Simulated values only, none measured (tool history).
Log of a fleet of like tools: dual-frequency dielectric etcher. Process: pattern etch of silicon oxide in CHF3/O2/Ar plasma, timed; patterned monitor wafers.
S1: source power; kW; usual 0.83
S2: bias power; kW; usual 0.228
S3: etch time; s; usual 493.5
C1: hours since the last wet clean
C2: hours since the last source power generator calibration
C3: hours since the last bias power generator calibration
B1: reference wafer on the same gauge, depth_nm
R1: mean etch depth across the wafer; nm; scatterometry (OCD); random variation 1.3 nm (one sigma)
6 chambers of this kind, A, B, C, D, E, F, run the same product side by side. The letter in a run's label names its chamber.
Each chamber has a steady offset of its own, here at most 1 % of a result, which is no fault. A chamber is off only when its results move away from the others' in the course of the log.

run,hour,S1,S2,S3,C1,C2,C3,B1,R1
1E,5.3,0.83,0.228,493.5,91.1,1397.6,1195.3,1070.1,1202.3
2B,9.9,0.83,0.228,493.5,22.2,867.9,88,1069.6,1198.3
3D,15,0.83,0.228,493.5,85.7,1318.2,2176.6,1069.9,1193.1
4F,21.9,0.83,0.228,493.5,307.5,60.6,3806,1069.5,1190.3
5A,27,0.83,0.228,493.5,150.4,181.1,1854.7,1069.5,1187.1
6C,31.5,0.83,0.228,493.5,632.7,1858.2,1057.5,1069.3,1197.2
7D,38.1,0.83,0.228,493.5,108.8,1341.3,2199.7,1069.2,1195.7
8B,46.3,0.83,0.228,493.5,58.6,904.3,124.4,1069.2,1196.3
9C,52.1,0.83,0.228,493.5,653.3,1878.8,1078.1,1069,1197.3
10A,59,0.83,0.228,493.5,182.4,213.1,1886.7,1069,1188
11E,63,1.01,0.228,493.5,148.8,1455.3,1253,1069.1,1295.9
12F,69.4,1.01,0.228,493.5,355,108.1,3853.5,1068.8,1284.4
13F,75.7,1.01,0.228,493.5,361.3,114.4,3859.8,1068.5,1285.4
14C,83.3,1.01,0.228,493.5,684.5,1910,1109.3,1068.4,1286
15A,89.7,1.01,0.228,493.5,213.1,243.8,1917.4,1068.3,1279.3
16E,94.7,1.01,0.228,493.5,180.5,1487,1284.7,1068.3,1295.2
17B,100.4,0.83,0.228,493.5,112.7,958.4,178.5,1068.5,1193.5
# hour 102.8: chamber C: wet clean of the chamber
18D,107,0.83,0.184,493.5,177.7,1410.2,2268.6,1068.3,1112.5
19A,113.8,0.83,0.184,493.5,237.2,267.9,1941.5,1067.8,1103.3
20C,119.6,0.83,0.184,493.5,16.9,1946.3,1145.6,1068,1109.3
21D,124.5,0.83,0.184,493.5,195.2,1427.7,2286.1,1067.9,1109.5
22F,133.5,0.83,0.184,493.5,419.1,172.2,3917.6,1067.6,1107.7
23B,140.6,0.83,0.184,493.5,152.9,998.6,218.7,1067.6,1112
24E,147.9,0.83,0.228,493.5,233.7,1540.2,1337.9,1067.3,1200.1
25F,152.1,0.83,0.228,493.5,437.7,190.8,3936.2,1066.9,1189
26C,157,0.83,0.228,493.5,54.3,1983.7,1183,1066.8,1194.8
27A,164.9,0.83,0.228,493.5,288.3,319,1992.6,1066.7,1184.5
28B,169.4,0.83,0.228,493.5,181.7,1027.4,247.5,1066.9,1194.3
29D,177.2,0.83,0.228,493.5,247.9,1480.4,2338.8,1066.9,1192.8
30E,181.4,0.83,0.228,493.5,267.2,1573.7,1371.4,1066.6,1200.2
31D,185.8,0.83,0.228,493.5,256.5,1489,2347.4,1066.4,1194.4
32A,191.2,0.83,0.228,493.5,314.6,345.3,2018.9,1066.4,1185.4
33B,198.2,0.83,0.228,493.5,210.5,1056.2,276.3,1066.5,1191.6
# hour 199.1: chamber F: wet clean of the chamber
34C,204.1,0.83,0.228,493.5,101.4,2030.8,1230.1,1066.4,1193.1
35F,212,0.83,0.228,493.5,12.9,250.7,3996.1,1066.2,1189.2
36E,219,0.83,0.228,493.5,304.8,1611.3,1409,1066.2,1196.7
# hour 222.4: chamber A: wet clean of the chamber
37E,223.7,0.83,0.228,493.5,309.5,1616,1413.7,1066,1198
38A,229.5,0.83,0.228,493.5,7.1,383.6,2057.2,1065.8,1184
39D,237.4,0.83,0.228,493.5,308.1,1540.6,2399,1065.8,1191.4
40F,246.3,0.68,0.252,493.5,47.2,285,4030.4,1065.6,1139.1

All 6 chambers run these settings next. Forecast each chamber's results:
41A,252.8,0.83,0.228,449.5,,,,,?
41B,252.8,0.83,0.228,449.5,,,,,?
41C,252.8,0.83,0.228,449.5,,,,,?
41D,252.8,0.83,0.228,449.5,,,,,?
41E,252.8,0.83,0.228,449.5,,,,,?
41F,252.8,0.83,0.228,449.5,,,,,?

run,R1
41A,1077.1
41B,1087.6
41C,1085.3
41D,1085.9
41E,1094.1
41F,1080.7
